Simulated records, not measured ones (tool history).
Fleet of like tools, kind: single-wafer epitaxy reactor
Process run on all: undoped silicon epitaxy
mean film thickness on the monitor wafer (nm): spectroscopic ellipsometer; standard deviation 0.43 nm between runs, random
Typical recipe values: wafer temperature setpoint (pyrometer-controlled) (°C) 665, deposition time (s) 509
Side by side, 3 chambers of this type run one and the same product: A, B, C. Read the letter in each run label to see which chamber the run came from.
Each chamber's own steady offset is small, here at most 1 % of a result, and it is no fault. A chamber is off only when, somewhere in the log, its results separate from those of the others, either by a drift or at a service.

| run | hour | wafer temperature setpoint (pyrometer-controlled) (°C) | deposition time (s) | read-back reference wafer on the same gauge, thickness_nm | mean film thickness on the monitor wafer (nm) |
|---|---|---|---|---|---|
| 1A | 10.2 | 665 | 509 | 135.92 | 117.790 |
| 2B | 20.0 | 665 | 509 | 136.03 | 117.180 |
| 3C | 30.5 | 665 | 509 | 135.97 | 118.190 |
| 4B | 39.0 | 665 | 509 | 135.98 | 117.560 |
| 5A | 44.5 | 665 | 509 | 136.07 | 117.400 |
| 6C | 56.1 | 665 | 509 | 135.93 | 118.060 |
| 7B | 65.3 | 665 | 509 | 135.99 | 117.510 |
| 8C | 73.1 | 655 | 456 | 135.96 | 85.432 |
| 9A | 78.2 | 655 | 456 | 136.09 | 84.490 |
| 10C | 88.5 | 655 | 456 | 135.85 | 84.839 |
| 11B | 96.1 | 665 | 509 | 136.04 | 116.640 |
| 12A | 104.8 | 665 | 453 | 135.86 | 102.870 |
| 13B | 110.3 | 665 | 453 | 136.03 | 104.660 |
| 14A | 115.4 | 665 | 453 | 135.95 | 102.170 |
| 15C | 121.7 | 665 | 509 | 136.12 | 118.200 |
| 16B | 131.9 | 665 | 509 | 136.06 | 117.360 |
| 17C | 140.1 | 665 | 509 | 135.94 | 118.640 |
| 18A | 146.1 | 665 | 509 | 135.97 | 113.910 |
| 19C | 154.2 | 665 | 509 | 136.03 | 117.990 |
| 20A | 160.7 | 665 | 509 | 136.04 | 112.390 |
| 21B | 169.8 | 665 | 509 | 135.99 | 118.070 |
| 22B | 179.2 | 665 | 565 | 136.01 | 129.750 |
| 23A | 187.4 | 665 | 565 | 136.02 | 124.330 |

Which is it: a chamber that has drifted or been left off by a service, a gauge drift common to all chambers, or only each chamber's usual small offset? If a chamber is off, name it and its likeliest cause.

Chamber A drifts away from the others.
Cause: wafer temperature below the value expected at the setpoint (K) = 2.56.

Chamber A could run next with any of the 4 candidate recipes listed below; each alters the usual settings, and their results appear as question marks. Which one brings its results back in line with what the other chambers deliver on the usual settings?
To be in line, a result may differ from the other chambers' mean on the usual settings by at most: mean film thickness on the monitor wafer (nm) 1.500
| 24A-1 | 195.7 | 662 | 496 |  | ? |
| 24A-2 | 195.7 | 663 | 501 |  | ? |
| 24A-3 | 195.7 | 665 | 556 |  | ? |
| 24A-4 | 195.7 | 667 | 517 |  | ? |

Other chambers, usual settings, mean: mean film thickness on the monitor wafer (nm) 117.550
| run | mean film thickness on the monitor wafer (nm) |
|---|---|
| 24A-1 | 101.500 |
| 24A-2 | 104.750 |
| 24A-3 | 121.340 |
| 24A-4 | 117.750 |
It is 24A-4 that realigns the chamber with its peers.

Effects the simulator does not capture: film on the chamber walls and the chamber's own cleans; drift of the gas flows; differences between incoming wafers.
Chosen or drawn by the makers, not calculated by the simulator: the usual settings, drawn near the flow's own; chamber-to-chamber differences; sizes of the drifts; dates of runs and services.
